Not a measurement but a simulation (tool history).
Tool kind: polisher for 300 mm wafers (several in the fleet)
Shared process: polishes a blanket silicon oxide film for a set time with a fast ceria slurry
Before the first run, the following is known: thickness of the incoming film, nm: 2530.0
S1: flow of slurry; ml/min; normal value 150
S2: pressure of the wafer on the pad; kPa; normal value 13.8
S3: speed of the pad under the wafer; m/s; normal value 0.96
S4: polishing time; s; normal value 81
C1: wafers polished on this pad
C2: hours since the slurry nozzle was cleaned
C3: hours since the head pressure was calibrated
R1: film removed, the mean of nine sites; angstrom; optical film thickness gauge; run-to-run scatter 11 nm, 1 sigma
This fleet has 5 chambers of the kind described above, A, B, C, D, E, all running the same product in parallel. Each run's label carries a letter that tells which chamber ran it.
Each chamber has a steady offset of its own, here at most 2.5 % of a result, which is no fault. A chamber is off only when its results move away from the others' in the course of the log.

run 1B hour=12.2 | S1=150 S2=13.8 S3=0.96 S4=81 | C1=137 C2=529.1 C3=642.1 | R1=9078.3
-- hour=19.8 chamber D: slurry nozzle cleaned
run 2A hour=23.8 | S1=150 S2=13.8 S3=0.96 S4=81 | C1=374 C2=264.6 C3=197.0 | R1=8960.9
run 3E hour=32.9 | S1=150 S2=13.8 S3=0.96 S4=81 | C1=414 C2=70.9 C3=101.5 | R1=8944.9
run 4C hour=40.4 | S1=150 S2=13.8 S3=0.96 S4=81 | C1=721 C2=266.2 C3=255.1 | R1=9215.1
run 5D hour=52.6 | S1=150 S2=13.8 S3=0.96 S4=81 | C1=734 C2=32.8 C3=682.5 | R1=9193.6
run 6E hour=64.4 | S1=150 S2=13.8 S3=1.14 S4=81 | C1=731 C2=102.4 C3=133.0 | R1=10342.0
-- hour=67.4 chamber C: worn pad replaced by a new one
-- hour=68.1 chamber A: worn pad replaced by a new one
run 7C hour=73.1 | S1=150 S2=13.8 S3=1.14 S4=81 | C1=57 C2=298.9 C3=287.8 | R1=10832.0
-- hour=74.2 chamber B: worn pad replaced by a new one
-- hour=76.1 chamber B: slurry nozzle cleaned
-- hour=79.4 chamber E: worn pad replaced by a new one
-- hour=83.4 chamber A: slurry nozzle cleaned
run 8B hour=83.7 | S1=150 S2=13.8 S3=1.14 S4=81 | C1=96 C2=7.7 C3=713.6 | R1=10784.0
run 9D hour=94.1 | S1=150 S2=13.8 S3=1.14 S4=81 | C1=1152 C2=74.3 C3=724.0 | R1=10580.0
-- hour=95.8 chamber D: worn pad replaced by a new one
run 10A hour=107.2 | S1=150 S2=13.8 S3=1.14 S4=81 | C1=393 C2=23.8 C3=280.4 | R1=10679.0
run 11B hour=120.4 | S1=150 S2=13.8 S3=0.96 S4=81 | C1=465 C2=44.4 C3=750.3 | R1=8798.3
run 12C hour=129.8 | S1=150 S2=13.8 S3=0.96 S4=81 | C1=628 C2=355.6 C3=344.5 | R1=9255.2
run 13D hour=142.7 | S1=150 S2=10.3 S3=0.96 S4=81 | C1=472 C2=122.9 C3=772.6 | R1=6798.3
-- hour=147.6 chamber B: head pressure recalibrated
-- hour=148.4 chamber A: worn pad replaced by a new one
run 14A hour=156.8 | S1=150 S2=10.3 S3=0.96 S4=81 | C1=85 C2=73.4 C3=330.0 | R1=6875.4
-- hour=158.4 chamber B: worn pad replaced by a new one
-- hour=161.5 chamber C: worn pad replaced by a new one
run 15E hour=167.8 | S1=150 S2=10.3 S3=0.96 S4=81 | C1=890 C2=205.8 C3=236.4 | R1=6625.0
run 16C hour=178.8 | S1=150 S2=10.3 S3=0.96 S4=81 | C1=174 C2=404.6 C3=393.5 | R1=6778.0
-- hour=180.1 chamber E: worn pad replaced by a new one
run 17B hour=191.5 | S1=150 S2=10.3 S3=0.96 S4=81 | C1=333 C2=115.5 C3=44.0 | R1=6851.0
-- hour=195.0 chamber D: worn pad replaced by a new one
run 18A hour=201.5 | S1=150 S2=13.8 S3=0.96 S4=81 | C1=535 C2=118.1 C3=374.7 | R1=9457.7
run 19D hour=217.1 | S1=105 S2=13.8 S3=0.80 S4=81 | C1=223 C2=197.3 C3=847.0 | R1=6943.7
-- hour=226.9 chamber A: worn pad replaced by a new one
run 20E hour=226.9 | S1=105 S2=13.8 S3=0.80 S4=81 | C1=471 C2=264.9 C3=295.5 | R1=6984.3
-- hour=227.1 chamber D: slurry nozzle cleaned
run 21C hour=241.3 | S1=105 S2=13.8 S3=0.80 S4=81 | C1=804 C2=467.1 C3=456.0 | R1=6878.2
-- hour=251.1 chamber B: worn pad replaced by a new one
run 22D hour=251.4 | S1=105 S2=13.8 S3=0.80 S4=81 | C1=568 C2=24.4 C3=881.3 | R1=7066.3
-- hour=261.5 chamber C: worn pad replaced by a new one
run 23B hour=264.4 | S1=105 S2=13.8 S3=0.80 S4=81 | C1=134 C2=188.4 C3=116.9 | R1=6923.6
run 24E hour=274.0 | S1=150 S2=13.8 S3=0.96 S4=81 | C1=945 C2=312.0 C3=342.6 | R1=8930.1
-- hour=274.3 chamber E: worn pad replaced by a new one
run 25A hour=286.2 | S1=150 S2=13.8 S3=0.96 S4=81 | C1=597 C2=202.8 C3=459.4 | R1=9679.7
-- hour=286.7 chamber D: worn pad replaced by a new one
run 26E hour=293.2 | S1=150 S2=13.8 S3=0.96 S4=81 | C1=190 C2=331.2 C3=361.8 | R1=8644.3
run 27B hour=301.5 | S1=150 S2=13.8 S3=0.96 S4=81 | C1=507 C2=225.5 C3=154.0 | R1=9010.7
-- hour=302.2 chamber A: worn pad replaced by a new one
run 28A hour=316.4 | S1=150 S2=13.8 S3=0.96 S4=105 | C1=143 C2=233.0 C3=489.6 | R1=12259.0
run 29C hour=326.8 | S1=150 S2=13.8 S3=0.96 S4=105 | C1=657 C2=552.6 C3=541.5 | R1=11725.0
-- hour=333.1 chamber B: worn pad replaced by a new one
run 30D hour=342.4 | S1=150 S2=13.8 S3=0.96 S4=105 | C1=561 C2=115.4 C3=972.3 | R1=11709.0
-- hour=347.6 chamber C: worn pad replaced by a new one
run 31D hour=352.3 | S1=150 S2=13.8 S3=0.96 S4=105 | C1=660 C2=125.3 C3=982.2 | R1=11701.0
run 32B hour=360.6 | S1=150 S2=13.8 S3=0.96 S4=105 | C1=277 C2=284.6 C3=213.1 | R1=11629.0
-- hour=365.6 chamber A: slurry nozzle cleaned
run 33C hour=371.9 | S1=150 S2=13.8 S3=0.96 S4=81 | C1=244 C2=597.7 C3=586.6 | R1=9072.3
-- hour=374.8 chamber E: worn pad replaced by a new one
run 34A hour=384.6 | S1=150 S2=13.8 S3=0.96 S4=81 | C1=829 C2=19.0 C3=557.8 | R1=9410.9
-- hour=388.8 chamber A: worn pad replaced by a new one
-- hour=393.2 chamber D: worn pad replaced by a new one
run 35E hour=394.0 | S1=150 S2=13.8 S3=0.96 S4=81 | C1=193 C2=432.0 C3=462.6 | R1=9039.1
run 36C hour=402.8 | S1=150 S2=15.9 S3=0.96 S4=89 | C1=555 C2=628.6 C3=617.5 | R1=11424.0
run 37B hour=413.3 | S1=150 S2=15.9 S3=0.96 S4=89 | C1=807 C2=337.3 C3=265.8 | R1=11409.0
run 38D hour=422.0 | S1=150 S2=15.9 S3=0.96 S4=89 | C1=290 C2=195.0 C3=1051.9 | R1=11496.0
run 39E hour=431.9 | S1=150 S2=15.9 S3=0.96 S4=89 | C1=575 C2=469.9 C3=500.5 | R1=11294.0
run 40A hour=440.5 | S1=150 S2=15.9 S3=0.96 S4=89 | C1=520 C2=74.9 C3=613.7 | R1=12451.0

Read the log: is a single chamber off, either drifting away or since a service, is the gauge that measures every chamber drifting, or is nothing wrong beyond small per-chamber offsets? Name any odd chamber and what most likely caused it.

One chamber, A, drifts off from the rest bit by bit.
Likeliest cause: head's pressure above its setpoint, % = 8.81.

Below are 4 candidate recipes for chamber A's next run, each the usual settings with a change, their results shown as question marks. Which of them brings A's results back in line with what the other chambers give on the usual settings?
Allowed miss from the other chambers' usual-settings mean, per result, to count as in line: R1 400.0 angstrom
run 41A-1 hour=451.9 | S1=150 S2=15.2 S3=0.96 S4=89 | R1=?
run 41A-2 hour=451.9 | S1=150 S2=14.5 S3=0.98 S4=83 | R1=?
run 41A-3 hour=451.9 | S1=145 S2=13.8 S3=0.96 S4=68 | R1=?
run 41A-4 hour=451.9 | S1=150 S2=13.1 S3=0.96 S4=78 | R1=?

Other chambers, usual settings, mean: R1 8967.7 angstrom
run=41A-1 R1=11863.0
run=41A-2 R1=10780.0
run=41A-3 R1=8189.6
run=41A-4 R1=8976.8
The answer is 41A-4, which returns the chamber to within the allowed miss of the others.
